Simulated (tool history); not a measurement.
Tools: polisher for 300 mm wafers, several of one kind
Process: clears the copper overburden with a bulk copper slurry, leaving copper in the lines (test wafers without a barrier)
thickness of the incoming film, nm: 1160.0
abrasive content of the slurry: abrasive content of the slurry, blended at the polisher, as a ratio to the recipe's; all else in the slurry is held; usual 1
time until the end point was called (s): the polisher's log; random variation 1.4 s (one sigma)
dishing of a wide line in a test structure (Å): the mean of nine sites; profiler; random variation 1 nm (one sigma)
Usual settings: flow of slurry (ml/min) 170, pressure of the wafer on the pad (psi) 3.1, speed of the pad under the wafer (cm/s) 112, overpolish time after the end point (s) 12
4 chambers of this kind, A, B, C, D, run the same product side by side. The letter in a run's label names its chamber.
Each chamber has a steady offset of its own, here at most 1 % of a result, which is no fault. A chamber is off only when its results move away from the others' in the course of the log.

run	day	flow of slurry (ml/min)	pressure of the wafer on the pad (psi)	speed of the pad under the wafer (cm/s)	abrasive content of the slurry	overpolish time after the end point (s)	wafers polished on this pad	hours since the slurry nozzle was cleaned	hours since the head pressure was calibrated	hours since the slurry blender was calibrated	time until the end point was called (s)	dishing of a wide line in a test structure (Å)
1A	0.329	170	3.1	112	1	12	88	228.2	68.7	40.5	99.776	621.84
# day 0.575: chamber D: slurry blender recalibrated
2C	0.883	170	3.1	112	1	12	178	748.8	369.7	325.1	102.650	621.14
3B	1.254	170	3.1	112	1	12	467	225.8	230.2	85.1	100.480	623.68
# day 1.542: chamber D: worn pad replaced by a new one
4D	1.688	170	3.1	112	1	12	27	284.9	72.0	26.7	103.610	613.20
5C	2.054	170	3.1	112	1	12	396	776.9	397.8	353.2	101.530	621.30
# day 2.067: chamber B: slurry blender recalibrated
6A	2.583	170	3.1	112	1	10	508	282.3	122.8	94.6	101.230	553.36
7D	2.954	170	3.1	112	1	10	263	315.3	102.4	57.1	102.600	549.49
# day 3.233: chamber C: slurry nozzle cleaned
8B	3.446	170	3.1	112	1	10	875	278.4	282.8	33.2	103.720	556.34
9B	3.858	170	3.1	112	1	10	952	288.3	292.7	43.1	101.650	581.66
# day 3.917: chamber C: worn pad replaced by a new one
10D	4.312	170	3.1	112	1	12	516	347.9	135.0	89.7	102.310	611.71
# day 4.317: chamber C: slurry blender recalibrated
11A	4.742	170	3.1	112	1	12	910	334.1	174.6	146.4	102.270	636.02
# day 4.962: chamber A: worn pad replaced by a new one
12C	5.033	170	3.1	112	1	12	208	43.2	469.3	17.2	103.670	629.81
# day 5.167: chamber D: slurry nozzle cleaned
# day 5.425: chamber D: slurry blender recalibrated
13B	5.583	170	3.1	112	1	12	1274	329.7	334.1	84.5	101.270	598.29
14D	5.996	170	3.1	112	1	12	830	20.0	175.4	13.7	101.580	614.75
15C	6.317	170	2.4	112	1	12	447	74.0	500.1	48.0	132.240	522.95
# day 6.375: chamber B: slurry blender recalibrated
# day 6.575: chamber B: worn pad replaced by a new one
16A	6.671	170	2.4	112	1	12	318	380.4	220.9	192.7	133.400	513.60
# day 6.683: chamber D: worn pad replaced by a new one
17C	6.962	170	2.4	112	1	12	567	89.5	515.6	63.5	133.480	522.09
# day 7.108: chamber A: slurry blender recalibrated
18D	7.354	170	2.4	112	1	12	125	52.6	208.0	46.3	131.250	509.58
# day 7.558: chamber C: worn pad replaced by a new one
19A	7.625	170	3.1	112	1	12	496	403.3	243.8	12.4	102.820	608.68
20B	8.062	170	3.1	112	1	12	277	389.2	393.6	40.5	96.473	632.80
21B	8.492	170	3.1	112	1	12	357	399.5	403.9	50.8	97.505	637.29
22A	8.925	170	3.1	112	1	12	738	434.5	275.0	43.6	104.730	623.43
23C	9.438	170	3.1	112	1	12	350	148.9	575.0	122.9	103.240	636.00
# day 9.575: chamber A: worn pad replaced by a new one
24D	9.842	170	3.1	112	1	12	588	112.3	267.7	106.0	102.670	607.97
# day 9.962: chamber D: slurry blender recalibrated
25C	10.329	170	3.1	112	1	12	516	170.3	596.4	144.3	105.920	612.33
26B	10.842	170	3.1	112	1	12	795	455.9	460.3	107.2	94.002	650.43
27D	11.388	190	3.1	112	1	12	876	149.4	304.8	34.3	100.320	599.39
28A	11.950	190	3.1	112	1	12	442	507.1	347.6	116.2	99.330	613.74
29A	12.308	190	3.1	112	1	12	509	515.7	356.2	124.8	100.050	603.39

What goes on in this fleet: one chamber off, a drifting gauge, or nothing beyond the chambers' own small offsets? Name the chamber and the cause, if any.

Chamber B drifts away from the others.
Cause: head's pressure above its setpoint, % = 11.5.

Here are 4 candidates for chamber B's next run, each the usual settings with a change, their results left as question marks. Which one brings its results back in line with what the others give on the usual settings?
In line means no further than this from the other chambers' mean on the usual settings: time until the end point was called (s) 5.000; dishing of a wide line in a test structure (Å) 36.00
30B-1	12.754	170	3.1	110	1	12					?	?
30B-2	12.754	170	3.1	114	1	12					?	?
30B-3	12.754	170	2.9	106	1	12					?	?
30B-4	12.754	170	3.3	118	1	12					?	?

The other chambers' mean on the usual settings: time until the end point was called (s) 102.620; dishing of a wide line in a test structure (Å) 616.57
run	time until the end point was called (s)	dishing of a wide line in a test structure (Å)
30B-1	93.828	654.27
30B-2	90.584	665.17
30B-3	104.130	615.48
30B-4	82.176	701.48
30B-3 brings the chamber back in line.
